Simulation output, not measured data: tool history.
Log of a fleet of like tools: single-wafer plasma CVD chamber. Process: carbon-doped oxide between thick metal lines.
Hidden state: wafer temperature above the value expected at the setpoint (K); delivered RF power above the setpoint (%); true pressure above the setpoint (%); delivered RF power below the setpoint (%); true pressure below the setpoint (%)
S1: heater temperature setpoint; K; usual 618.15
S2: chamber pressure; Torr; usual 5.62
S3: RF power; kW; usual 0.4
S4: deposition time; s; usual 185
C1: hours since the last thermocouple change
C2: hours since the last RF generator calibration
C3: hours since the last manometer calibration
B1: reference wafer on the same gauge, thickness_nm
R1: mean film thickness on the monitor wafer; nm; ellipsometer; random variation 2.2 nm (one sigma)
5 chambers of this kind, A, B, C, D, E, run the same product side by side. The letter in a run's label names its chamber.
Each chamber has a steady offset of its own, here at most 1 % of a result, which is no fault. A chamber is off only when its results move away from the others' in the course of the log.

run,hour,S1,S2,S3,S4,C1,C2,C3,B1,R1
1D,5.1,618.15,5.62,0.4,185,1465.2,19.6,1711,741.29,829.78
2A,10.2,618.15,5.62,0.4,185,2601.7,490.3,932.7,740.81,829.03
3E,14.4,618.15,5.62,0.4,185,233.4,1394.9,191.6,740.62,827.89
4C,18.8,618.15,5.62,0.4,185,1056,1317.3,675.2,741.36,818.34
5B,24.2,618.15,5.62,0.4,185,1389.7,631.3,2179.9,740.79,819.53
6C,29.2,618.15,5.62,0.4,185,1066.4,1327.7,685.6,741.29,817.29
7E,35.9,618.15,5.62,0.4,185,254.9,1416.4,213.1,740.19,828.25
8B,42.8,618.15,5.62,0.4,185,1408.3,649.9,2198.5,741.2,821.35
9A,47.2,618.15,5.62,0.4,185,2638.7,527.3,969.7,741.22,825.54
10D,52.4,618.15,6.56,0.4,185,1512.5,66.9,1758.3,740.71,843.06
11E,57.8,618.15,6.56,0.4,185,276.8,1438.3,235,740.98,841.14
12C,62.5,618.15,6.56,0.4,185,1099.7,1361,718.9,740.48,835.7
13A,67.6,618.15,6.56,0.4,185,2659.1,547.7,990.1,740.4,845.13
14D,71.1,618.15,6.56,0.4,185,1531.2,85.6,1777,741.1,845.23
15B,76.5,618.15,5.62,0.4,185,1442,683.6,2232.2,741.57,820.46
16E,82.9,618.15,5.62,0.4,156,301.9,1463.4,260.1,741.06,699.17
17D,86.3,618.15,5.62,0.4,156,1546.4,100.8,1792.2,741.15,697.86
18A,92.1,618.15,5.62,0.4,156,2683.6,572.2,1014.6,741.49,701.06
19B,99.3,618.15,5.62,0.4,156,1464.8,706.4,2255,740.88,691.57
20C,102.6,618.15,5.62,0.4,156,1139.8,1401.1,759,740.81,692.51
21E,108.5,618.15,5.62,0.4,185,327.5,1489,285.7,741.31,824.14
22B,113.4,618.15,5.62,0.4,185,1478.9,720.5,2269.1,740.95,823.16
23C,120.5,618.15,5.62,0.4,185,1157.7,1419,776.9,740.81,818.55
24D,125.5,618.15,5.62,0.4,185,1585.6,140,1831.4,741.37,828.05
25A,130.4,618.15,5.62,0.4,185,2721.9,610.5,1052.9,740.85,827.86
26A,134.9,618.15,5.62,0.4,185,2726.4,615,1057.4,741.35,828.02
27D,139.3,618.15,5.62,0.4,185,1599.4,153.8,1845.2,740.96,825.63
28E,145.9,612.15,5.62,0.4,158,364.9,1526.4,323.1,740.9,720.69
29B,152.5,612.15,5.62,0.4,158,1518,759.6,2308.2,741.33,713.58
30C,158.4,612.15,5.62,0.4,158,1195.6,1456.9,814.8,741.41,710.58
31C,163.3,612.15,5.62,0.4,158,1200.5,1461.8,819.7,741.34,710.08
32B,169.6,612.15,5.62,0.4,158,1535.1,776.7,2325.3,740.96,711.73
# hour 174.2: chamber D: capacitance manometer re-zeroed and calibrated
33A,175.6,618.15,5.62,0.4,185,2767.1,655.7,1098.1,741.39,825.19
34E,181.5,618.15,5.62,0.4,185,400.5,1562,358.7,740.53,826.53
35D,187.1,618.15,4.43,0.4,185,1647.2,201.6,13,741.38,802.1
36A,191.5,618.15,4.43,0.4,185,2783,671.6,1114,740.77,797.54
37D,197,618.15,4.43,0.4,185,1657.1,211.5,22.9,740.52,799.47
38E,202.8,618.15,4.43,0.4,185,421.8,1583.3,380,740.81,797.83
39B,209.8,618.15,4.43,0.4,185,1575.3,816.9,2365.5,740.9,789.06
40C,213.1,618.15,5.62,0.4,185,1250.3,1511.6,869.5,740.28,821.5
41D,218,618.15,5.62,0.4,185,1678.1,232.5,43.9,741.11,829.46

All 5 chambers run these settings next. Forecast each chamber's results:
42A,223.2,618.15,5.62,0.4,185,,,,,?
42B,223.2,618.15,5.62,0.4,185,,,,,?
42C,223.2,618.15,5.62,0.4,185,,,,,?
42D,223.2,618.15,5.62,0.4,185,,,,,?
42E,223.2,618.15,5.62,0.4,185,,,,,?

run,R1
42A,827.94
42B,818.35
42C,818.72
42D,825.85
42E,827.05
